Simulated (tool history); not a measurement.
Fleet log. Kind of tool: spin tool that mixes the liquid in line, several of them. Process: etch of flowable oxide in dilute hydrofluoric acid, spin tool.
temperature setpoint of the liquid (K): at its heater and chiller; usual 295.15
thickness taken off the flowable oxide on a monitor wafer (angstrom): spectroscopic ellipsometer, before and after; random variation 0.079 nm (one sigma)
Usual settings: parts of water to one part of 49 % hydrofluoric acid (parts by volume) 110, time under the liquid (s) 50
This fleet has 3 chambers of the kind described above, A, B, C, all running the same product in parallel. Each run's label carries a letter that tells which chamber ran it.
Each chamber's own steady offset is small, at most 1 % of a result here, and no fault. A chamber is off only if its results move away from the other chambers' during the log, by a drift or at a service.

| run | hour | temperature setpoint of the liquid (K) | parts of water to one part of 49 % hydrofluoric acid (parts by volume) | time under the liquid (s) | hours since the thermometer was replaced | hours since the hydrofluoric acid flow meter was replaced | read-back film thickness of the flowable oxide reference wafer, read on the same gauge (nm) | thickness taken off the flowable oxide on a monitor wafer (angstrom) |
|---|---|---|---|---|---|---|---|---|
| 1A | 11.2 | 295.15 | 110 | 50 | 605.1 | 419.1 | 49.927 | 114.4 |
| 2C | 16.5 | 295.15 | 110 | 50 | 1587.6 | 159.7 | 50.026 | 115.72 |
| 3B | 27 | 295.15 | 110 | 50 | 270.9 | 90 | 49.991 | 115.6 |
| 4B | 35.5 | 295.15 | 110 | 50 | 279.4 | 98.5 | 50.006 | 114.73 |
| 5C | 45.2 | 295.15 | 110 | 50 | 1616.3 | 188.4 | 49.998 | 116.42 |
| 6A | 54.8 | 295.15 | 110 | 50 | 648.7 | 462.7 | 50.008 | 115.14 |
| 7C | 63.6 | 295.15 | 90 | 50 | 1634.7 | 206.8 | 49.991 | 145.76 |
| 8B | 69 | 295.15 | 90 | 50 | 312.9 | 132 | 49.989 | 139.24 |
| 9A | 74.3 | 295.15 | 90 | 50 | 668.2 | 482.2 | 50.033 | 146.24 |
| 10B | 84.6 | 295.15 | 110 | 50 | 328.5 | 147.6 | 50.023 | 111.87 |
| 11C | 92.6 | 295.15 | 110 | 50 | 1663.7 | 235.8 | 49.994 | 117.04 |
| 12A | 103.7 | 295.15 | 110 | 50 | 697.6 | 511.6 | 50.005 | 115.76 |
| 13B | 112.3 | 295.15 | 110 | 50 | 356.2 | 175.3 | 50.035 | 110.41 |
| 14C | 121.5 | 295.15 | 110 | 50 | 1692.6 | 264.7 | 50.063 | 116.27 |
| 15A | 127.4 | 295.15 | 110 | 50 | 721.3 | 535.3 | 49.953 | 114.09 |
| 16C | 132.9 | 295.15 | 110 | 50 | 1704 | 276.1 | 50.007 | 114.82 |
| 17A | 141.4 | 295.15 | 110 | 50 | 735.3 | 549.3 | 50.002 | 115.18 |
| 18B | 149.5 | 295.15 | 110 | 50 | 393.4 | 212.5 | 50.003 | 108.39 |
| 19C | 155.1 | 295.15 | 110 | 50 | 1726.2 | 298.3 | 49.968 | 115.65 |
| 20B | 165.9 | 295.15 | 110 | 50 | 409.8 | 228.9 | 49.973 | 106.73 |

For the next run the whole fleet of 3 chambers uses the same settings. Give each chamber's results:
| 21A | 174.3 | 295.15 | 135 | 50 |  |  |  | ? |
| 21B | 174.3 | 295.15 | 135 | 50 |  |  |  | ? |
| 21C | 174.3 | 295.15 | 135 | 50 |  |  |  | ? |

| run | thickness taken off the flowable oxide on a monitor wafer (angstrom) |
|---|---|
| 21A | 91.29 |
| 21B | 85.32 |
| 21C | 91.09 |

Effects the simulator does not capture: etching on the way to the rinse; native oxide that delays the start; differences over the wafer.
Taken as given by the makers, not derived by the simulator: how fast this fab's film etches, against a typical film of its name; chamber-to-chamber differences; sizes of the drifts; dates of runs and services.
